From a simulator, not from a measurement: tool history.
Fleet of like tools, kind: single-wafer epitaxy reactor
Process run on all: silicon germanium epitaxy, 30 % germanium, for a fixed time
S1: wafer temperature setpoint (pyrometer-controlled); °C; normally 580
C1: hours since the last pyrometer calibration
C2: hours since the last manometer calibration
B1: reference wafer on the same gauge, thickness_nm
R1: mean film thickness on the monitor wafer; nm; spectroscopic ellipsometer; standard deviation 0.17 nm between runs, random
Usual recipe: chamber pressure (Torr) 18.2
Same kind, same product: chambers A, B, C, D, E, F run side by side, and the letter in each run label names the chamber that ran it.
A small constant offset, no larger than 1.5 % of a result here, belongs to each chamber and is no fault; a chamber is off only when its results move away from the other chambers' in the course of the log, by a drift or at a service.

{"run": "1E", "hour": 3.3, "S1": 580, "chamber pressure (Torr)": 18.2, "C1": 2396.9, "C2": 1850.7, "B1": 41.628, "R1": 39.088}
{"run": "2A", "hour": 8.0, "S1": 580, "chamber pressure (Torr)": 18.2, "C1": 539.3, "C2": 209.7, "B1": 41.604, "R1": 39.094}
{"run": "3F", "hour": 11.6, "S1": 580, "chamber pressure (Torr)": 18.2, "C1": 971.3, "C2": 1441.1, "B1": 41.634, "R1": 38.671}
{"run": "4D", "hour": 14.5, "S1": 580, "chamber pressure (Torr)": 18.2, "C1": 359.3, "C2": 1121.7, "B1": 41.581, "R1": 39.1}
{"run": "5B", "hour": 17.8, "S1": 580, "chamber pressure (Torr)": 18.2, "C1": 1117.1, "C2": 1799.3, "B1": 41.586, "R1": 39.382}
{"run": "6C", "hour": 20.5, "S1": 580, "chamber pressure (Torr)": 18.2, "C1": 285.1, "C2": 1819.9, "B1": 41.588, "R1": 39.472}
{"run": "7B", "hour": 22.9, "S1": 580, "chamber pressure (Torr)": 18.2, "C1": 1122.2, "C2": 1804.4, "B1": 41.638, "R1": 39.812}
{"run": "8C", "hour": 26.5, "S1": 580, "chamber pressure (Torr)": 18.2, "C1": 291.1, "C2": 1825.9, "B1": 41.587, "R1": 39.403}
{"run": "9F", "hour": 29.9, "S1": 580, "chamber pressure (Torr)": 18.2, "C1": 989.6, "C2": 1459.4, "B1": 41.593, "R1": 39.044}
{"run": "10E", "hour": 34.3, "S1": 580, "chamber pressure (Torr)": 18.2, "C1": 2427.9, "C2": 1881.7, "B1": 41.621, "R1": 38.963}
{"run": "11D", "hour": 38.7, "S1": 580, "chamber pressure (Torr)": 18.2, "C1": 383.5, "C2": 1145.9, "B1": 41.64, "R1": 38.686}
{"run": "12A", "hour": 41.4, "S1": 580, "chamber pressure (Torr)": 18.2, "C1": 572.7, "C2": 243.1, "B1": 41.577, "R1": 38.842}
{"run": "13A", "hour": 46.3, "S1": 580, "chamber pressure (Torr)": 18.2, "C1": 577.6, "C2": 248.0, "B1": 41.644, "R1": 38.944}
{"run": "14B", "hour": 51.1, "S1": 570, "chamber pressure (Torr)": 20.0, "C1": 1150.4, "C2": 1832.6, "B1": 41.609, "R1": 33.906}
{"run": "15E", "hour": 55.9, "S1": 570, "chamber pressure (Torr)": 20.0, "C1": 2449.5, "C2": 1903.3, "B1": 41.65, "R1": 33.348}
{"run": "16F", "hour": 58.4, "S1": 570, "chamber pressure (Torr)": 20.0, "C1": 1018.1, "C2": 1487.9, "B1": 41.606, "R1": 33.138}
{"run": "17C", "hour": 63.3, "S1": 570, "chamber pressure (Torr)": 20.0, "C1": 327.9, "C2": 1862.7, "B1": 41.589, "R1": 33.906}
{"run": "18D", "hour": 65.6, "S1": 570, "chamber pressure (Torr)": 20.0, "C1": 410.4, "C2": 1172.8, "B1": 41.573, "R1": 33.489}
{"run": "19A", "hour": 70.5, "S1": 570, "chamber pressure (Torr)": 20.0, "C1": 601.8, "C2": 272.2, "B1": 41.59, "R1": 33.436}
{"run": "20F", "hour": 75.4, "S1": 580, "chamber pressure (Torr)": 21.1, "C1": 1035.1, "C2": 1504.9, "B1": 41.587, "R1": 41.272}
{"run": "21E", "hour": 78.2, "S1": 580, "chamber pressure (Torr)": 21.1, "C1": 2471.8, "C2": 1925.6, "B1": 41.639, "R1": 41.662}
{"run": "22C", "hour": 82.2, "S1": 580, "chamber pressure (Torr)": 21.1, "C1": 346.8, "C2": 1881.6, "B1": 41.584, "R1": 41.485}
{"run": "23D", "hour": 87.1, "S1": 580, "chamber pressure (Torr)": 21.1, "C1": 431.9, "C2": 1194.3, "B1": 41.595, "R1": 41.139}
{"run": "24B", "hour": 91.7, "S1": 580, "chamber pressure (Torr)": 21.1, "C1": 1191.0, "C2": 1873.2, "B1": 41.676, "R1": 42.406}
{"run": "25D", "hour": 96.2, "S1": 580, "chamber pressure (Torr)": 21.1, "C1": 441.0, "C2": 1203.4, "B1": 41.616, "R1": 41.524}
{"run": "26B", "hour": 99.9, "S1": 580, "chamber pressure (Torr)": 18.2, "C1": 1199.2, "C2": 1881.4, "B1": 41.552, "R1": 39.575}
{"run": "27A", "hour": 103.4, "S1": 580, "chamber pressure (Torr)": 18.2, "C1": 634.7, "C2": 305.1, "B1": 41.605, "R1": 38.829}
{"run": "28F", "hour": 107.5, "S1": 580, "chamber pressure (Torr)": 18.2, "C1": 1067.2, "C2": 1537.0, "B1": 41.573, "R1": 38.173}
{"run": "29C", "hour": 110.2, "S1": 580, "chamber pressure (Torr)": 15.8, "C1": 374.8, "C2": 1909.6, "B1": 41.559, "R1": 36.94}
{"run": "30E", "hour": 113.9, "S1": 580, "chamber pressure (Torr)": 15.8, "C1": 2507.5, "C2": 1961.3, "B1": 41.54, "R1": 36.767}
{"run": "31E", "hour": 117.5, "S1": 580, "chamber pressure (Torr)": 15.8, "C1": 2511.1, "C2": 1964.9, "B1": 41.62, "R1": 36.971}
{"run": "32C", "hour": 121.3, "S1": 580, "chamber pressure (Torr)": 15.8, "C1": 385.9, "C2": 1920.7, "B1": 41.612, "R1": 37.261}
{"run": "33F", "hour": 125.5, "S1": 580, "chamber pressure (Torr)": 15.8, "C1": 1085.2, "C2": 1555.0, "B1": 41.639, "R1": 36.414}
{"run": "34B", "hour": 130.0, "S1": 580, "chamber pressure (Torr)": 15.8, "C1": 1229.3, "C2": 1911.5, "B1": 41.555, "R1": 37.65}
{"run": "35D", "hour": 134.7, "S1": 580, "chamber pressure (Torr)": 18.2, "C1": 479.5, "C2": 1241.9, "B1": 41.599, "R1": 38.942}
{"run": "36A", "hour": 137.8, "S1": 580, "chamber pressure (Torr)": 18.2, "C1": 669.1, "C2": 339.5, "B1": 41.597, "R1": 38.811}
{"run": "37E", "hour": 142.1, "S1": 580, "chamber pressure (Torr)": 18.2, "C1": 2535.7, "C2": 1989.5, "B1": 41.604, "R1": 39.055}
{"run": "38F", "hour": 147.2, "S1": 580, "chamber pressure (Torr)": 18.2, "C1": 1106.9, "C2": 1576.7, "B1": 41.608, "R1": 37.927}
{"run": "39C", "hour": 151.6, "S1": 580, "chamber pressure (Torr)": 18.2, "C1": 416.2, "C2": 1951.0, "B1": 41.566, "R1": 39.477}

What goes on in this fleet: one chamber off, a drifting gauge, or nothing beyond the chambers' own small offsets? Name the chamber and the cause, if any.

It is chamber F that slowly wanders off from its peers.
Cause: true pressure below the setpoint (%) = 5.86.
Not necessarily distinguishable in this log from: wafer temperature below the value expected at the setpoint (K).

Chamber F could run next with any of the 4 candidate recipes listed below; each alters the usual settings, and their results appear as question marks. Which one brings its results back in line with what the other chambers deliver on the usual settings?
Maximum distance from the other chambers' mean on the usual settings for a result to count as in line: R1 0.590 nm
{"run": "40F-1", "hour": 155.4, "S1": 580, "chamber pressure (Torr)": 21.6, "R1": "?"}
{"run": "40F-2", "hour": 155.4, "S1": 582, "chamber pressure (Torr)": 18.2, "R1": "?"}
{"run": "40F-3", "hour": 155.4, "S1": 576, "chamber pressure (Torr)": 18.2, "R1": "?"}
{"run": "40F-4", "hour": 155.4, "S1": 578, "chamber pressure (Torr)": 18.2, "R1": "?"}

Average result of the remaining chambers running the usual settings: R1 39.249 nm
run=40F-1 R1=40.600
run=40F-2 R1=39.334
run=40F-3 R1=35.119
run=40F-4 R1=36.478
40F-2 is the one that brings the chamber's results back in line with the other chambers.
